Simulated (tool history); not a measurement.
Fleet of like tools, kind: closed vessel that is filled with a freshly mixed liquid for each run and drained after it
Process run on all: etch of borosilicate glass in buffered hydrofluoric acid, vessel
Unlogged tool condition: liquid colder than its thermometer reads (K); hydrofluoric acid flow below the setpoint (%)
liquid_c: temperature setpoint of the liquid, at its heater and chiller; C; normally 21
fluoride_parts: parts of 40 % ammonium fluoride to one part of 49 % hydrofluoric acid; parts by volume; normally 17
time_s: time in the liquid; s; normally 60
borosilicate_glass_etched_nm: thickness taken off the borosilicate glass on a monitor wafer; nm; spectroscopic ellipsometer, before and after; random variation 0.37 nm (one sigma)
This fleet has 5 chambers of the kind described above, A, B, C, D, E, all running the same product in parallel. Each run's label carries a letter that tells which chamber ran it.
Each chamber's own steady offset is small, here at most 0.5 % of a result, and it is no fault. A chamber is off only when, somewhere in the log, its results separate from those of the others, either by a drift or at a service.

run	hour	liquid_c	fluoride_parts	time_s	hours since the thermometer was replaced	hours since the hydrofluoric acid flow meter was replaced	read-back film thickness of the borosilicate glass reference wafer, read on the same gauge (nm)	borosilicate_glass_etched_nm
1D	6.1	21	17	60	788.4	988.4	50.03	37.317
2C	10.5	21	17	60	129.8	1855.2	50.015	37.063
3E	16.7	21	17	60	157	167.3	49.972	37.456
4B	23.4	21	17	60	804.6	689.5	50.029	37.268
5A	27.1	21	17	60	1923	342.3	50.001	36.609
6A	31.1	21	17	60	1927	346.3	49.952	38.115
# hour 32: chamber C: hydrofluoric acid flow meter replaced
7E	35	21	17	60	175.3	185.6	50.005	37.144
8B	42.2	21	17	60	823.4	708.3	50.013	37.341
9D	48.5	21	17	60	830.8	1030.8	50.058	37.021
10C	52.9	21	17	60	172.2	20.9	50.029	37.428
11D	59.6	21	17	60	841.9	1041.9	49.992	37.603
12B	67.4	21	17	60	848.6	733.5	50.012	37.546
13C	74.5	21	17	60	193.8	42.5	49.99	37.008
14A	81.6	21	17	60	1977.5	396.8	49.975	37.583
15E	85.3	21	17	60	225.6	235.9	49.987	37.077
16E	90.5	21	17	60	230.8	241.1	50	37.557
17A	94.3	26	17	60	1990.2	409.5	49.993	49.333
18D	98.2	26	17	60	880.5	1080.5	50.031	48.235
19B	105	26	17	60	886.2	771.1	49.982	48.965
20C	112.8	26	17	60	232.1	80.8	49.988	49.073
21E	118.6	26	17	60	258.9	269.2	50.003	49.309
22D	125.2	21	17	60	907.5	1107.5	49.99	36.426
23B	131.5	21	17	60	912.7	797.6	49.981	37.44
24A	137.8	19	17	80	2033.7	453	49.965	44.436
25C	144.1	19	17	80	263.4	112.1	50.012	44.762
26E	149.7	19	17	80	290	300.3	49.986	45.891
27A	155	19	17	80	2050.9	470.2	50.006	45.098
28D	161.1	19	17	80	943.4	1143.4	50.001	42.808
29C	167	21	17	60	286.3	135	49.988	37.286
30B	172.8	21	17	60	954	838.9	49.989	36.681
31C	178.9	21	17	60	298.2	146.9	49.994	37.264
32D	186	21	17	60	968.3	1168.3	50.015	35.488
33A	193.3	21	17	60	2089.2	508.5	49.982	37.451
34B	199.5	21	17	60	980.7	865.6	50.026	37.983
35E	205.3	21	17	60	345.6	355.9	49.942	37.863

For the next run the whole fleet of 5 chambers uses the same settings. Give each chamber's results:
36A	211	21	17	75				?
36B	211	21	17	75				?
36C	211	21	17	75				?
36D	211	21	17	75				?
36E	211	21	17	75				?

run	borosilicate_glass_etched_nm
36A	46.97
36B	47.406
36C	47.601
36D	43.487
36E	47.023
